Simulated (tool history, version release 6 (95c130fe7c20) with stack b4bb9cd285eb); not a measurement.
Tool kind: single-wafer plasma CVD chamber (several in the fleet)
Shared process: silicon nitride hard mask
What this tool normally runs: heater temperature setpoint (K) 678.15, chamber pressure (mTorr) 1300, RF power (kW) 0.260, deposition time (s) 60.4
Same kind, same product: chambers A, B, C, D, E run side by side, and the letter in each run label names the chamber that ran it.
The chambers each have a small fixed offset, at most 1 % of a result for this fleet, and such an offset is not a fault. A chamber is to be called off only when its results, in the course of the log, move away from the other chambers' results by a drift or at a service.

run	day	heater temperature setpoint (K)	chamber pressure (mTorr)	RF power (kW)	deposition time (s)	hours since the last thermocouple change	hours since the last RF generator calibration	hours since the last manometer calibration	read-back reference wafer on the same gauge, thickness_nm	mean film thickness on the monitor wafer (nm)
1E	0.125	678.15	1300	0.260	60.4	1165.6	399.3	509.3	60.584	59.369
2A	0.221	678.15	1300	0.260	60.4	339.9	1309.2	812.2	60.608	59.930
3D	0.321	678.15	1300	0.260	60.4	320.0	143.1	1651.7	60.615	59.192
4B	0.433	678.15	1300	0.260	60.4	752.9	1262.1	644.0	60.589	59.560
5C	0.633	678.15	1300	0.260	65.6	405.7	1128.8	1371.9	60.590	64.091
6C	0.804	678.15	1300	0.260	65.6	409.8	1132.9	1376.0	60.599	64.193
7A	1.000	678.15	1300	0.260	65.6	358.6	1327.9	830.9	60.614	64.328
8B	1.146	678.15	1300	0.260	65.6	770.0	1279.2	661.1	60.568	64.402
9D	1.304	678.15	1300	0.260	65.6	343.6	166.7	1675.3	60.551	64.126
10E	1.479	686.15	1300	0.230	60.4	1198.1	431.8	541.8	60.580	54.455
11D	1.683	686.15	1300	0.230	60.4	352.7	175.8	1684.4	60.590	54.260
12A	1.842	686.15	1300	0.230	60.4	378.8	1348.1	851.1	60.654	54.447
13C	1.950	686.15	1300	0.230	60.4	437.3	1160.4	1403.5	60.644	53.427
# day 2.029: chamber D: capacitance manometer re-zeroed and calibrated
14B	2.154	686.15	1300	0.230	60.4	794.2	1303.4	685.3	60.573	54.279
15E	2.346	678.15	1300	0.260	60.4	1218.9	452.6	562.6	60.632	59.549
16E	2.529	678.15	1300	0.260	60.4	1223.3	457.0	567.0	60.664	59.876
17D	2.654	678.15	1300	0.275	60.4	376.0	199.1	15.1	60.657	61.811
18A	2.862	678.15	1300	0.275	60.4	403.3	1372.6	875.6	60.559	62.039
19C	3.004	678.15	1300	0.275	60.4	462.6	1185.7	1428.8	60.613	61.505
20B	3.117	678.15	1300	0.275	60.4	817.3	1326.5	708.4	60.615	61.801
21D	3.242	678.15	1300	0.275	60.4	390.1	213.2	29.2	60.573	61.042
22E	3.417	678.15	1300	0.260	60.4	1244.6	478.3	588.3	60.583	59.660
23C	3.579	678.15	1540	0.260	60.4	476.4	1199.5	1442.6	60.616	61.829
24A	3.767	678.15	1540	0.260	60.4	425.0	1394.3	897.3	60.580	62.717
25B	3.896	678.15	1540	0.260	60.4	836.0	1345.2	727.1	60.675	62.515
26A	4.058	678.15	1540	0.260	60.4	432.0	1401.3	904.3	60.565	62.922
27D	4.167	678.15	1540	0.260	60.4	412.3	235.4	51.4	60.638	62.372
28C	4.283	678.15	1090	0.260	60.4	493.3	1216.4	1459.5	60.616	56.049
29B	4.438	678.15	1090	0.260	60.4	849.0	1358.2	740.1	60.639	56.255
30E	4.608	678.15	1090	0.260	60.4	1273.2	506.9	616.9	60.593	56.385
31C	4.775	678.15	1090	0.260	60.4	505.1	1228.2	1471.3	60.602	55.659
32B	4.896	678.15	1090	0.260	60.4	860.0	1369.2	751.1	60.611	56.302
33D	5.017	678.15	1300	0.260	60.4	432.7	255.8	71.8	60.605	58.815

The same settings go to every chamber for the next run, one line per chamber below. Forecast the results for each:
34A	5.162	688.15	1300	0.260	60.4					?
34B	5.162	688.15	1300	0.260	60.4					?
34C	5.162	688.15	1300	0.260	60.4					?
34D	5.162	688.15	1300	0.260	60.4					?
34E	5.162	688.15	1300	0.260	60.4					?

run	mean film thickness on the monitor wafer (nm)
34A	59.659
34B	59.243
34C	59.100
34D	58.754
34E	59.308
